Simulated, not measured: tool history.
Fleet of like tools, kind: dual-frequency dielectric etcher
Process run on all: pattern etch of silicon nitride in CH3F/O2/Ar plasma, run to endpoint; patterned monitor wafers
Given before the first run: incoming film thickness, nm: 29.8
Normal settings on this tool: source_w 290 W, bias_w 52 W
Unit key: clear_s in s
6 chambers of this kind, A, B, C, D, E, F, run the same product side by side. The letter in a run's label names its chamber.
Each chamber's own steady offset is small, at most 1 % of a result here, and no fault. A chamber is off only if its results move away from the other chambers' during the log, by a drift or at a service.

run     day  source_w  bias_w  clear_s
 1B   0.308       290      52   54.562
 2A   0.725       290      52   54.993
      0.783  -- chamber B: wet clean of the chamber
 3F   1.175       290      52   54.769
 4D   1.638       290      52   53.638
 5C   2.221       290      52   54.488
 6E   2.696       290      52    54.18
 7F   3.104       290      52   54.013
 8A   3.592       290      52    54.07
 9B   4.062       290      52   54.561
10D   4.596       290      52   53.339
      5.042  -- chamber A: bias power generator calibrated
11C   5.196       290      52   54.403
12E   5.533       320      64   49.066
13D   5.888       320      64   48.335
14B   6.229       320      64   49.932
15F   6.833       320      64   48.851
      7.392  -- chamber E: wet clean of the chamber
16C   7.417       320      64    48.91
17E   8.017       320      64   49.059
18A   8.429       290      52   54.464
19C   8.879       290      52   54.749
20A    9.35       290      52    54.51
21D   9.842       290      52   54.227
         10  -- chamber D: wet clean of the chamber
22B  10.175       290      52   54.952
23E  10.583       290      52   54.425
       10.9  -- chamber F: wet clean of the chamber
24F  11.121       290      52   54.616
25C  11.404       290      52   54.056
26A  11.738       290      52   54.843
     12.167  -- chamber C: source power generator calibrated
27F  12.283       290      52   54.712
28D  12.908       290      52   53.385
29B  13.212       290      52   54.916
30E    13.5       290      52   54.933
31D  13.892       290      52    53.68
32A  14.271       290      52   54.661
33B  14.888       290      52   54.973
34C  15.254       290      52   54.514
35F  15.567       290      52   54.365
     15.762  -- chamber A: wet clean of the chamber
36E  15.938       330      60   49.446
37C  16.308       330      60   49.216
38A  16.862       330      60   50.014
39D    17.4       330      60   48.518
     17.679  -- chamber F: source power generator calibrated
40F  17.929       330      60   49.764
41B  18.229       330      60    49.36
42E  18.592       290      52   54.393
43B  19.054       290      59    52.93

Next, every chamber runs the same settings. What will each give?
44A  19.504       290      52        ?
44B  19.504       290      52        ?
44C  19.504       290      52        ?
44D  19.504       290      52        ?
44E  19.504       290      52        ?
44F  19.504       290      52        ?

run  clear_s
44A   54.239
44B   55.128
44C   54.155
44D   54.277
44E   54.995
44F   54.376
